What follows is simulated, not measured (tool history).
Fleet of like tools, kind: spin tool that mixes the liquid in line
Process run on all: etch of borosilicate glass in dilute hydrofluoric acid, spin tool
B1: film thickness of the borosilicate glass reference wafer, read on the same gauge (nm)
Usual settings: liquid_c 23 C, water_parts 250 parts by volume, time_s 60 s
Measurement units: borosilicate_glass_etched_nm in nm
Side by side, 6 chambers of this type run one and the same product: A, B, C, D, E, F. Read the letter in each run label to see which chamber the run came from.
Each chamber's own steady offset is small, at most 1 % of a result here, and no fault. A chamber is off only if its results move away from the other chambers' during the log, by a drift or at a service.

Run 1B, hour 4.9: usual settings; B1 40.028. Result: borosilicate_glass_etched_nm 6.8504 nm.
Run 2E, hour 11.2: usual settings; B1 39.977. Result: borosilicate_glass_etched_nm 6.7531 nm.
Run 3F, hour 16.7: usual settings; B1 40.032. Result: borosilicate_glass_etched_nm 6.8086 nm.
Run 4D, hour 22.5: usual settings; B1 39.967. Result: borosilicate_glass_etched_nm 6.7886 nm.
Run 5A, hour 26.7: usual settings; B1 39.976. Result: borosilicate_glass_etched_nm 6.8641 nm.
Run 6C, hour 32.0: usual settings; B1 39.998. Result: borosilicate_glass_etched_nm 6.8210 nm.
Run 7C, hour 37.5: usual settings; B1 40.032. Result: borosilicate_glass_etched_nm 6.8353 nm.
Run 8F, hour 42.2: usual settings; B1 39.960. Result: borosilicate_glass_etched_nm 6.8151 nm.
Run 9B, hour 47.9: usual settings; B1 40.021. Result: borosilicate_glass_etched_nm 6.7809 nm.
Run 10A, hour 54.2: usual settings; B1 39.998. Result: borosilicate_glass_etched_nm 6.8340 nm.
Run 11E, hour 60.2: usual settings; B1 40.020. Result: borosilicate_glass_etched_nm 6.7790 nm.
Run 12D, hour 63.9: usual settings; B1 39.967. Result: borosilicate_glass_etched_nm 6.7869 nm.
Run 13A, hour 66.9: usual settings; B1 39.954. Result: borosilicate_glass_etched_nm 6.7660 nm.
Run 14F, hour 70.5: usual settings but time_s 95 s; B1 40.016. Result: borosilicate_glass_etched_nm 10.7440 nm.
Run 15C, hour 75.2: usual settings but time_s 95 s; B1 40.014. Result: borosilicate_glass_etched_nm 10.8380 nm.
Run 16B, hour 78.9: usual settings but time_s 95 s; B1 40.012. Result: borosilicate_glass_etched_nm 10.8000 nm.
Run 17D, hour 84.8: usual settings but time_s 95 s; B1 40.022. Result: borosilicate_glass_etched_nm 10.8260 nm.
Run 18E, hour 88.5: usual settings but time_s 95 s; B1 40.007. Result: borosilicate_glass_etched_nm 10.7330 nm.
Run 19A, hour 91.7: usual settings but time_s 95 s; B1 40.056. Result: borosilicate_glass_etched_nm 10.7760 nm.
Run 20F, hour 94.7: usual settings; B1 39.962. Result: borosilicate_glass_etched_nm 6.8048 nm.
Run 21B, hour 97.9: usual settings; B1 39.979. Result: borosilicate_glass_etched_nm 6.7938 nm.
Run 22C, hour 103.3: usual settings; B1 39.962. Result: borosilicate_glass_etched_nm 6.8991 nm.
Run 23D, hour 108.9: usual settings but liquid_c 20 C, water_parts 360 parts by volume; B1 39.994. Result: borosilicate_glass_etched_nm 3.8700 nm.
Run 24E, hour 113.1: usual settings but liquid_c 20 C, water_parts 360 parts by volume; B1 40.022. Result: borosilicate_glass_etched_nm 3.8052 nm.
Run 25E, hour 118.8: usual settings but liquid_c 20 C, water_parts 360 parts by volume; B1 39.931. Result: borosilicate_glass_etched_nm 3.8232 nm.
Run 26A, hour 123.2: usual settings but liquid_c 20 C, water_parts 360 parts by volume; B1 39.996. Result: borosilicate_glass_etched_nm 3.8611 nm.
Run 27B, hour 126.4: usual settings but liquid_c 20 C, water_parts 360 parts by volume; B1 40.018. Result: borosilicate_glass_etched_nm 3.8341 nm.
Run 28F, hour 132.6: usual settings but liquid_c 20 C, water_parts 360 parts by volume; B1 39.972. Result: borosilicate_glass_etched_nm 3.8326 nm.
Run 29C, hour 136.7: usual settings; B1 40.026. Result: borosilicate_glass_etched_nm 6.9532 nm.
Run 30D, hour 140.1: usual settings; B1 39.985. Result: borosilicate_glass_etched_nm 6.7615 nm.
Run 31E, hour 145.2: usual settings; B1 39.999. Result: borosilicate_glass_etched_nm 6.7748 nm.
Run 32B, hour 149.2: usual settings; B1 40.020. Result: borosilicate_glass_etched_nm 6.7951 nm.
Run 33F, hour 153.3: usual settings but water_parts 130 parts by volume; B1 40.035. Result: borosilicate_glass_etched_nm 14.8770 nm.
Run 34C, hour 158.1: usual settings but water_parts 130 parts by volume; B1 40.016. Result: borosilicate_glass_etched_nm 14.8970 nm.
Run 35D, hour 163.6: usual settings but water_parts 130 parts by volume; B1 40.016. Result: borosilicate_glass_etched_nm 14.6880 nm.
Run 36A, hour 169.5: usual settings but water_parts 130 parts by volume; B1 40.004. Result: borosilicate_glass_etched_nm 14.6420 nm.

All chambers now run identical settings, listed one chamber a line with results as question marks. What results will each chamber show?
Run 37A, hour 174.1: usual settings. Result: borosilicate_glass_etched_nm ?.
Run 37B, hour 174.1: usual settings. Result: borosilicate_glass_etched_nm ?.
Run 37C, hour 174.1: usual settings. Result: borosilicate_glass_etched_nm ?.
Run 37D, hour 174.1: usual settings. Result: borosilicate_glass_etched_nm ?.
Run 37E, hour 174.1: usual settings. Result: borosilicate_glass_etched_nm ?.
Run 37F, hour 174.1: usual settings. Result: borosilicate_glass_etched_nm ?.

run  borosilicate_glass_etched_nm
37A                        6.8203
37B                        6.7936
37C                        6.9741
37D                        6.7490
37E                        6.8070
37F                        6.7944
